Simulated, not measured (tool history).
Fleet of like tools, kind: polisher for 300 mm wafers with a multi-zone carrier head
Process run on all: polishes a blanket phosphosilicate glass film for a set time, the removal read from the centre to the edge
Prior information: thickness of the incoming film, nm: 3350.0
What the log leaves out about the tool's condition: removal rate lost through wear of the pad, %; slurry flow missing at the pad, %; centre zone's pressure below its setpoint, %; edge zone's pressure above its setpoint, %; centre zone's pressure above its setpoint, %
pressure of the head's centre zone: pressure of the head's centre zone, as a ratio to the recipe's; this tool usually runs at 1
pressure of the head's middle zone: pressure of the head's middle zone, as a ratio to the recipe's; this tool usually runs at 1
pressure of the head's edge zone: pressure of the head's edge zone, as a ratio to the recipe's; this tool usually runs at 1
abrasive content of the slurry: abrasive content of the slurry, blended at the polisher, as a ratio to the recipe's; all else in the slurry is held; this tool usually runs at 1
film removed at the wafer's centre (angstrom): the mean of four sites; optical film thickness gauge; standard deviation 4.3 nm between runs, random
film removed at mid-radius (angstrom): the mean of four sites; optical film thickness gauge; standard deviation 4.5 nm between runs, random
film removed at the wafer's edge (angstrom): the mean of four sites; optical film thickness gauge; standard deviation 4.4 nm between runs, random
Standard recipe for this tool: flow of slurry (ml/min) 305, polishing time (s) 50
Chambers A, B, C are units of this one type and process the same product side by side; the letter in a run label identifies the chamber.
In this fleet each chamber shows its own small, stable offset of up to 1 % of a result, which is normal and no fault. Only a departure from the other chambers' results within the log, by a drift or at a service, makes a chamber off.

run   hour  flow of slurry (ml/min)  pressure of the head's centre zone  pressure of the head's middle zone  pressure of the head's edge zone  abrasive content of the slurry  polishing time (s)  wafers polished on this pad  hours since the slurry nozzle was cleaned  hours since the centre zone pressure was calibrated  hours since the edge zone pressure was calibrated  film removed at the wafer's centre (angstrom)  film removed at mid-radius (angstrom)  film removed at the wafer's edge (angstrom)
       2.7  -- chamber B: edge zone pressure recalibrated
 1B    4.3                      305                                   1                                   1                                 1                               1                  50                          442                                        269                                                871.3                                                1.6                                         4239.3                                 4350.6                                       4271.1
       5.8  -- chamber A: slurry nozzle cleaned
 2A    9.7                      305                                   1                                   1                                 1                               1                  50                          883                                          4                                                322.6                                              265.5                                           4341                                 4299.6                                       4252.2
 3C   13.4                      305                                   1                                   1                                 1                               1                  50                          459                                      277.4                                                165.5                                              152.5                                         4256.2                                   4262                                       4280.4
 4B   17.6                      305                                   1                                   1                                 1                               1                  50                          549                                      282.3                                                884.6                                               14.9                                         4260.7                                 4319.2                                       4222.4
 5A   22.4                      305                                   1                                   1                                 1                               1                  50                          985                                       16.7                                                335.3                                              278.2                                         4242.2                                 4281.8                                       4276.6
 6C   28.1                      305                                   1                                   1                                 1                               1                  50                          577                                      292.1                                                180.2                                              167.2                                         4308.8                                 4333.9                                       4249.6
 7A   33.6                      305                                   1                                   1                                 1                               1                  50                         1075                                       27.9                                                346.5                                              289.4                                         4235.7                                 4205.9                                       4244.7
      37.4  -- chamber A: worn pad replaced by a new one
 8B   38.2                      305                                   1                                   1                                 1                               1                  50                          715                                      302.9                                                905.2                                               35.5                                         4323.7                                 4346.5                                       4306.6
 9C   41.6                      305                                   1                                   1                                 1                               1                  50                          686                                      305.6                                                193.7                                              180.7                                         4286.4                                 4283.3                                       4256.7
10A   45.9                      305                                   1                                   1                                 1                               1                  50                           68                                       40.2                                                358.8                                              301.7                                         4290.9                                 4247.5                                       4217.9
11B   50.4                      220                                   1                                   1                                 1                               1                  59                          813                                      315.1                                                917.4                                               47.7                                         4862.9                                   4969                                       4861.7
      50.9  -- chamber C: worn pad replaced by a new one
12C   55.3                      220                                   1                                   1                                 1                               1                  59                           35                                      319.3                                                207.4                                              194.4                                         4781.4                                 4830.2                                       4909.4
13A   59.4                      220                                   1                                   1                                 1                               1                  59                          177                                       53.7                                                372.3                                              315.2                                         4894.6                                 4817.6                                       4890.1
14C   62.9                      220                                   1                                1.09                                 1                               1                  50                           97                                      326.9                                                  215                                                202                                         4034.3                                 4379.3                                       4105.6
      68.1  -- chamber B: worn pad replaced by a new one
15B   68.8                      220                                   1                                1.09                                 1                               1                  50                            5                                      333.5                                                935.8                                               66.1                                         4088.8                                 4529.7                                       4107.7
16C   73.2                      220                                   1                                1.09                                 1                               1                  50                          180                                      337.2                                                225.3                                              212.3                                         4030.6                                 4463.5                                       4136.1
17B   76.8                      305                                   1                                   1                                 1                               1                  50                           70                                      341.5                                                943.8                                               74.1                                           4292                                 4301.9                                       4245.1
18A   80.2                      400                                   1                                0.94                                 1                               1                  50                          345                                       74.5                                                393.1                                                336                                         4484.4                                 4115.4                                       4385.2
19A   85.8                      400                                   1                                0.94                                 1                               1                  50                          390                                       80.1                                                398.7                                              341.6                                         4330.6                                 4046.2                                       4365.2
20B   91.5                      400                                   1                                0.94                                 1                               1                  50                          188                                      356.2                                                958.5                                               88.8                                         4415.3                                   4199                                       4352.3
21C   94.4                      305                                1.07                                   1                              0.91                               1                  50                          350                                      358.4                                                246.5                                              233.5                                         4364.1                                 4263.6                                       4070.7
22C   98.8                      305                                1.07                                   1                              0.91                               1                  50                          386                                      362.8                                                250.9                                              237.9                                         4421.9                                 4254.2                                       4102.8
23A  103.8                      305                                1.07                                   1                              0.91                               1                  50                          535                                       98.1                                                416.7                                              359.6                                           4642                                 4157.8                                         4104
24B  107.7                      305                                   1                                   1                                 1                               1                  50                          319                                      372.4                                                974.7                                                105                                         4238.5                                 4416.2                                       4305.8
25A  112.4                      305                                   1                                   1                                 1                               1                  50                          604                                      106.7                                                425.3                                              368.2                                         4356.6                                 4243.1                                       4254.1
26C  116.7                      305                                   1                                   1                                 1                               1                  50                          530                                      380.7                                                268.8                                              255.8                                         4031.8                                 4244.5                                       4253.6
27B  119.9                      305                                   1                                   1                                 1                               1                  50                          417                                      384.6                                                986.9                                              117.2                                         4329.2                                   4309                                       4287.1
       120  -- chamber A: edge zone pressure recalibrated
28C  123.7                      305                                   1                                   1                                 1                               1                  50                          586                                      387.7                                                275.8                                              262.8                                         4022.9                                 4296.5                                       4336.6
29A  129.1                      305                                   1                                   1                                 1                               1                  50                          738                                      123.4                                                  442                                                9.1                                         4267.7                                 4240.2                                       4291.3

All chambers now run identical settings, listed one chamber a line with results as question marks. What results will each chamber show?
30A  133.3                      305                                   1                                0.91                                 1                               1                  50                                                                                                                                                                                                                              ?                                      ?                                            ?
30B  133.3                      305                                   1                                0.91                                 1                               1                  50                                                                                                                                                                                                                              ?                                      ?                                            ?
30C  133.3                      305                                   1                                0.91                                 1                               1                  50                                                                                                                                                                                                                              ?                                      ?                                            ?

run  film removed at the wafer's centre (angstrom)  film removed at mid-radius (angstrom)  film removed at the wafer's edge (angstrom)
30A                                         4287.9                                 3857.4                                       4195.3
30B                                         4238.6                                 3917.8                                         4287
30C                                         4032.8                                 3945.1                                       4274.6
